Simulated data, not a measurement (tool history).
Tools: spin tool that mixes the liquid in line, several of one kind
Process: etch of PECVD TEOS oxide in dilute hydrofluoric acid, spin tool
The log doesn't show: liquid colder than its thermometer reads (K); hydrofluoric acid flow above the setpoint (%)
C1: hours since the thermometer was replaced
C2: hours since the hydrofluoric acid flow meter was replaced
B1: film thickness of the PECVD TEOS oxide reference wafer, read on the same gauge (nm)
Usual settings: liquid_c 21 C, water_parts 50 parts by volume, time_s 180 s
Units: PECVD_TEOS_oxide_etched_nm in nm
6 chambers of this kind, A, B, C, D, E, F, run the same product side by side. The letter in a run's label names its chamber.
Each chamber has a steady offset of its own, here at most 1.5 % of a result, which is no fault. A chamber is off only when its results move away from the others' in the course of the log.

{"run": "1C", "hour": 6.5, "liquid_c": 21, "water_parts": 50, "time_s": 180, "C1": 2241, "C2": 452.1, "B1": 130, "PECVD_TEOS_oxide_etched_nm": 35.552}
{"run": "2E", "hour": 12.7, "liquid_c": 21, "water_parts": 50, "time_s": 180, "C1": 572.9, "C2": 89.3, "B1": 129.98, "PECVD_TEOS_oxide_etched_nm": 34.717}
{"run": "3D", "hour": 19.5, "liquid_c": 21, "water_parts": 50, "time_s": 180, "C1": 894.5, "C2": 772.5, "B1": 130.05, "PECVD_TEOS_oxide_etched_nm": 35.22}
{"run": "4F", "hour": 26.6, "liquid_c": 21, "water_parts": 50, "time_s": 180, "C1": 1667.3, "C2": 202.2, "B1": 130.02, "PECVD_TEOS_oxide_etched_nm": 35.26}
{"run": "5B", "hour": 33.9, "liquid_c": 21, "water_parts": 50, "time_s": 180, "C1": 620.5, "C2": 1022.5, "B1": 129.96, "PECVD_TEOS_oxide_etched_nm": 35.76}
{"run": "6A", "hour": 40.2, "liquid_c": 21, "water_parts": 50, "time_s": 180, "C1": 504.6, "C2": 218.7, "B1": 129.95, "PECVD_TEOS_oxide_etched_nm": 35.029}
{"run": "7D", "hour": 47.1, "liquid_c": 21, "water_parts": 50, "time_s": 180, "C1": 922.1, "C2": 800.1, "B1": 130, "PECVD_TEOS_oxide_etched_nm": 34.671}
{"run": "8C", "hour": 51.4, "liquid_c": 21, "water_parts": 50, "time_s": 180, "C1": 2285.9, "C2": 497, "B1": 130, "PECVD_TEOS_oxide_etched_nm": 35.367}
{"run": "9E", "hour": 56.2, "liquid_c": 21, "water_parts": 50, "time_s": 180, "C1": 616.4, "C2": 132.8, "B1": 130, "PECVD_TEOS_oxide_etched_nm": 35.039}
{"run": "10A", "hour": 61.7, "liquid_c": 21, "water_parts": 50, "time_s": 85, "C1": 526.1, "C2": 240.2, "B1": 130, "PECVD_TEOS_oxide_etched_nm": 16.424}
{"run": "11F", "hour": 66.3, "liquid_c": 21, "water_parts": 50, "time_s": 85, "C1": 1707, "C2": 241.9, "B1": 130, "PECVD_TEOS_oxide_etched_nm": 16.683}
{"run": "12B", "hour": 69.7, "liquid_c": 21, "water_parts": 50, "time_s": 85, "C1": 656.3, "C2": 1058.3, "B1": 130, "PECVD_TEOS_oxide_etched_nm": 16.8}
{"run": "13D", "hour": 73.1, "liquid_c": 21, "water_parts": 50, "time_s": 85, "C1": 948.1, "C2": 826.1, "B1": 130.01, "PECVD_TEOS_oxide_etched_nm": 16.493}
{"run": "14A", "hour": 80.3, "liquid_c": 21, "water_parts": 50, "time_s": 85, "C1": 544.7, "C2": 258.8, "B1": 129.98, "PECVD_TEOS_oxide_etched_nm": 16.405}
{"hour": 82.9, "done": "chamber B: thermometer replaced"}
{"run": "15C", "hour": 84.2, "liquid_c": 21, "water_parts": 50, "time_s": 85, "C1": 2318.7, "C2": 529.8, "B1": 130.01, "PECVD_TEOS_oxide_etched_nm": 16.691}
{"run": "16B", "hour": 89.1, "liquid_c": 21, "water_parts": 50, "time_s": 180, "C1": 6.3, "C2": 1077.7, "B1": 130.01, "PECVD_TEOS_oxide_etched_nm": 35.607}
{"run": "17F", "hour": 94.2, "liquid_c": 21, "water_parts": 50, "time_s": 180, "C1": 1734.9, "C2": 269.8, "B1": 129.99, "PECVD_TEOS_oxide_etched_nm": 35.757}
{"run": "18E", "hour": 100.1, "liquid_c": 21, "water_parts": 50, "time_s": 180, "C1": 660.3, "C2": 176.7, "B1": 130, "PECVD_TEOS_oxide_etched_nm": 35.124}
{"run": "19C", "hour": 107.0, "liquid_c": 21, "water_parts": 50, "time_s": 180, "C1": 2341.5, "C2": 552.6, "B1": 130.02, "PECVD_TEOS_oxide_etched_nm": 35.009}
{"run": "20A", "hour": 110.3, "liquid_c": 21, "water_parts": 50, "time_s": 180, "C1": 574.7, "C2": 288.8, "B1": 130.02, "PECVD_TEOS_oxide_etched_nm": 34.773}
{"run": "21D", "hour": 114.4, "liquid_c": 21, "water_parts": 50, "time_s": 180, "C1": 989.4, "C2": 867.4, "B1": 130.01, "PECVD_TEOS_oxide_etched_nm": 34.959}
{"run": "22E", "hour": 119.9, "liquid_c": 21, "water_parts": 50, "time_s": 180, "C1": 680.1, "C2": 196.5, "B1": 130, "PECVD_TEOS_oxide_etched_nm": 34.887}
{"run": "23F", "hour": 126.6, "liquid_c": 21, "water_parts": 50, "time_s": 180, "C1": 1767.3, "C2": 302.2, "B1": 130, "PECVD_TEOS_oxide_etched_nm": 35.395}
{"run": "24B", "hour": 132.2, "liquid_c": 17, "water_parts": 75, "time_s": 180, "C1": 49.4, "C2": 1120.8, "B1": 129.99, "PECVD_TEOS_oxide_etched_nm": 19.755}
{"run": "25D", "hour": 136.7, "liquid_c": 17, "water_parts": 75, "time_s": 180, "C1": 1011.7, "C2": 889.7, "B1": 130.04, "PECVD_TEOS_oxide_etched_nm": 19.021}
{"run": "26E", "hour": 142.4, "liquid_c": 17, "water_parts": 75, "time_s": 180, "C1": 702.6, "C2": 219, "B1": 129.99, "PECVD_TEOS_oxide_etched_nm": 19.065}
{"run": "27A", "hour": 149.3, "liquid_c": 17, "water_parts": 75, "time_s": 180, "C1": 613.7, "C2": 327.8, "B1": 130.03, "PECVD_TEOS_oxide_etched_nm": 19.13}
{"run": "28B", "hour": 153.6, "liquid_c": 17, "water_parts": 75, "time_s": 180, "C1": 70.8, "C2": 1142.2, "B1": 130.02, "PECVD_TEOS_oxide_etched_nm": 19.307}
{"run": "29F", "hour": 157.6, "liquid_c": 17, "water_parts": 75, "time_s": 180, "C1": 1798.3, "C2": 333.2, "B1": 129.98, "PECVD_TEOS_oxide_etched_nm": 19.338}
{"run": "30C", "hour": 164.1, "liquid_c": 21, "water_parts": 50, "time_s": 180, "C1": 2398.6, "C2": 609.7, "B1": 130, "PECVD_TEOS_oxide_etched_nm": 34.915}
{"run": "31A", "hour": 169.7, "liquid_c": 21, "water_parts": 50, "time_s": 180, "C1": 634.1, "C2": 348.2, "B1": 130, "PECVD_TEOS_oxide_etched_nm": 35.022}
{"run": "32E", "hour": 175.2, "liquid_c": 21, "water_parts": 50, "time_s": 180, "C1": 735.4, "C2": 251.8, "B1": 130, "PECVD_TEOS_oxide_etched_nm": 34.608}
{"run": "33B", "hour": 179.0, "liquid_c": 21, "water_parts": 50, "time_s": 180, "C1": 96.2, "C2": 1167.6, "B1": 130.05, "PECVD_TEOS_oxide_etched_nm": 35.678}
{"run": "34C", "hour": 185.3, "liquid_c": 21, "water_parts": 50, "time_s": 180, "C1": 2419.8, "C2": 630.9, "B1": 130.04, "PECVD_TEOS_oxide_etched_nm": 35.217}
{"run": "35D", "hour": 189.2, "liquid_c": 21, "water_parts": 50, "time_s": 180, "C1": 1064.2, "C2": 942.2, "B1": 129.99, "PECVD_TEOS_oxide_etched_nm": 34.813}
{"run": "36F", "hour": 193.4, "liquid_c": 21, "water_parts": 35, "time_s": 180, "C1": 1834.1, "C2": 369, "B1": 129.98, "PECVD_TEOS_oxide_etched_nm": 51.48}
{"run": "37C", "hour": 196.9, "liquid_c": 21, "water_parts": 35, "time_s": 180, "C1": 2431.4, "C2": 642.5, "B1": 129.99, "PECVD_TEOS_oxide_etched_nm": 51.294}
{"run": "38F", "hour": 202.8, "liquid_c": 21, "water_parts": 35, "time_s": 180, "C1": 1843.5, "C2": 378.4, "B1": 129.97, "PECVD_TEOS_oxide_etched_nm": 51.269}
{"run": "39B", "hour": 207.7, "liquid_c": 21, "water_parts": 35, "time_s": 180, "C1": 124.9, "C2": 1196.3, "B1": 129.98, "PECVD_TEOS_oxide_etched_nm": 51.188}
{"run": "40E", "hour": 211.2, "liquid_c": 21, "water_parts": 35, "time_s": 180, "C1": 771.4, "C2": 287.8, "B1": 129.99, "PECVD_TEOS_oxide_etched_nm": 51.244}

What goes on in this fleet: one chamber off, a drifting gauge, or nothing beyond the chambers' own small offsets? Name the chamber and the cause, if any.

No chamber stands off beyond its own small offset, and the gauge holds steady.
